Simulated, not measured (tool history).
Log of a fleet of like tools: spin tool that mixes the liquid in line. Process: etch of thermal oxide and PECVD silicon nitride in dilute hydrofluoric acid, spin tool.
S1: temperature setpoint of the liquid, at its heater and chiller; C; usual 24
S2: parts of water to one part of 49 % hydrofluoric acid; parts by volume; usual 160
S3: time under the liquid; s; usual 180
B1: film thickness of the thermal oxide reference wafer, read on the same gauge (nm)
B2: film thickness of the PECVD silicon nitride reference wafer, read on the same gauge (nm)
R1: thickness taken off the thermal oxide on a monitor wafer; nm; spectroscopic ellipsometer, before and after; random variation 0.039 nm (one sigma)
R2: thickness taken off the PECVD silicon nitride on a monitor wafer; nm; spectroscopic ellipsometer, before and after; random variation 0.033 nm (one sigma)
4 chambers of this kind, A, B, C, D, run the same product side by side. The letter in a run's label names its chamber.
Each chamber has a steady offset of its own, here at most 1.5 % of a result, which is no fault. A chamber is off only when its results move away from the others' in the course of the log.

run   hour    S1   S2   S3      B1      B2      R1      R2
 1C     10    24  160  180  129.97  119.99  4.7714  4.9943
 2B   22.1    24  160  180  129.98  119.98  4.8136  4.9589
 3A   31.1    24  160  180  130.01  120.03  4.9677  4.9799
 4D   41.8    24  160  180  130.02  119.97  4.8389  4.9783
 5B   49.5    24  160  180  129.96  119.97  4.8992  4.8795
 6C   56.5    24  160  180  129.97  119.97  4.9032  4.9686
 7D   62.7    24  160  220  129.99     120  6.0243  6.0096
 8A   74.8    24  160  220  129.98  119.98  5.8426  5.9761
 9B   87.1    24  160  220  129.99  119.98  5.9192  6.0281
10C   97.1    24  160  220  129.98  119.97  5.8687  6.0635
11D    109    24  160  180     130  119.96  4.7647  4.9124
12A  116.8    24  160  180  130.02  119.97  4.6636  4.8162
13D  126.7    24  160  180  129.95  119.97  4.8927  4.9934
14A  132.4    24  160  180  129.99  120.02  4.6775  4.8277
15C  143.8    24  160  180  130.01  120.02   4.798  4.9943
16B  151.7    24  160  180  130.04  119.98  4.8682  4.9404
17D  158.5    24  160  180     130  119.99  4.8433  4.9194
18C  168.3    24  160  180  130.02  120.03  4.8055  5.0236
19B  178.3    24  160  180     130  119.95  4.9596  4.9283
20A  187.6    24  160  180  129.98  119.94  4.5309  4.6812
21C  193.6    24  160  180  130.05  120.03  4.7904  5.0456
22B  205.8    24  160  180  130.01  119.99  4.8842  4.9142
23D  215.8    24  125  260  129.97  120.02  9.1681  9.0916
24A  222.9    24  125  260     130  120.03  8.7203  8.5439
25D  230.5    24  125  260     130  119.98  9.2343  9.1935
     242.1  -- chamber C: thermometer replaced
26C  242.9    24  125  260  129.99  119.99  9.2276  9.2809
27B  251.3    24  160  180  130.01  120.03  4.8443  4.9115
28A    264    24  160  180  130.03  120.03  4.4279  4.5859
29C    275  19.5   85  180  129.94     120  8.4699  7.0025

Next, every chamber runs the same settings. What will each give?
30A  284.2  24  160  180           ?   ?
30B  284.2  24  160  180           ?   ?
30C  284.2  24  160  180           ?   ?
30D  284.2  24  160  180           ?   ?

run      R1      R2
30A   4.328  4.5478
30B  4.7586  4.9004
30C  4.7895  5.0157
30D  4.8819  4.9736
